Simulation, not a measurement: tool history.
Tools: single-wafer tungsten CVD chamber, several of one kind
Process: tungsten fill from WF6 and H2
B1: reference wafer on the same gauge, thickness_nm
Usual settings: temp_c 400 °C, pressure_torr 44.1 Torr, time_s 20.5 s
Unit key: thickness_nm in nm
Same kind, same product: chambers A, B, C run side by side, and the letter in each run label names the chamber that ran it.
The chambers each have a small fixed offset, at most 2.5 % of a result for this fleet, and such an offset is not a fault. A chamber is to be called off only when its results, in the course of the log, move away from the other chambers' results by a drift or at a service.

run 1B day=0.512 | temp_c=400 pressure_torr=44.1 time_s=20.5 | B1=62.831 | thickness_nm=70.963
run 2C day=0.962 | temp_c=400 pressure_torr=44.1 time_s=20.5 | B1=62.828 | thickness_nm=69.650
run 3A day=1.292 | temp_c=400 pressure_torr=44.1 time_s=20.5 | B1=62.860 | thickness_nm=71.689
run 4B day=1.771 | temp_c=400 pressure_torr=44.1 time_s=20.5 | B1=62.867 | thickness_nm=71.067
run 5C day=2.229 | temp_c=400 pressure_torr=44.1 time_s=20.5 | B1=62.889 | thickness_nm=69.580
run 6A day=2.658 | temp_c=400 pressure_torr=44.1 time_s=20.5 | B1=62.889 | thickness_nm=71.969
run 7C day=3.054 | temp_c=400 pressure_torr=51.4 time_s=20.5 | B1=62.919 | thickness_nm=74.985
run 8A day=3.538 | temp_c=400 pressure_torr=51.4 time_s=20.5 | B1=62.925 | thickness_nm=77.134
run 9B day=3.992 | temp_c=400 pressure_torr=51.4 time_s=20.5 | B1=62.957 | thickness_nm=76.365
run 10A day=4.488 | temp_c=400 pressure_torr=44.1 time_s=20.5 | B1=62.989 | thickness_nm=72.042
run 11C day=4.812 | temp_c=400 pressure_torr=44.1 time_s=20.5 | B1=63.001 | thickness_nm=69.623
run 12B day=5.129 | temp_c=400 pressure_torr=44.1 time_s=20.5 | B1=62.984 | thickness_nm=71.070
run 13B day=5.375 | temp_c=400 pressure_torr=44.1 time_s=20.5 | B1=63.032 | thickness_nm=71.077
run 14C day=5.854 | temp_c=400 pressure_torr=44.1 time_s=20.5 | B1=63.038 | thickness_nm=69.889
run 15A day=6.367 | temp_c=400 pressure_torr=44.1 time_s=20.5 | B1=63.067 | thickness_nm=72.016
run 16C day=6.838 | temp_c=400 pressure_torr=44.1 time_s=20.5 | B1=63.067 | thickness_nm=70.000
run 17A day=7.121 | temp_c=400 pressure_torr=44.1 time_s=20.5 | B1=63.074 | thickness_nm=71.989
run 18B day=7.429 | temp_c=400 pressure_torr=44.1 time_s=20.5 | B1=63.092 | thickness_nm=71.082
run 19C day=7.696 | temp_c=400 pressure_torr=44.1 time_s=20.5 | B1=63.096 | thickness_nm=69.864
run 20A day=7.975 | temp_c=400 pressure_torr=44.1 time_s=20.5 | B1=63.092 | thickness_nm=72.248
run 21B day=8.433 | temp_c=388 pressure_torr=44.1 time_s=20.5 | B1=63.123 | thickness_nm=56.703

Next, all 3 chambers run the settings below, one line each with question marks for the results. What does each chamber give?
run 22A day=8.817 | temp_c=400 pressure_torr=48.5 time_s=20.5 | thickness_nm=?
run 22B day=8.817 | temp_c=400 pressure_torr=48.5 time_s=20.5 | thickness_nm=?
run 22C day=8.817 | temp_c=400 pressure_torr=48.5 time_s=20.5 | thickness_nm=?

run=22A thickness_nm=75.452
run=22B thickness_nm=74.678
run=22C thickness_nm=72.891

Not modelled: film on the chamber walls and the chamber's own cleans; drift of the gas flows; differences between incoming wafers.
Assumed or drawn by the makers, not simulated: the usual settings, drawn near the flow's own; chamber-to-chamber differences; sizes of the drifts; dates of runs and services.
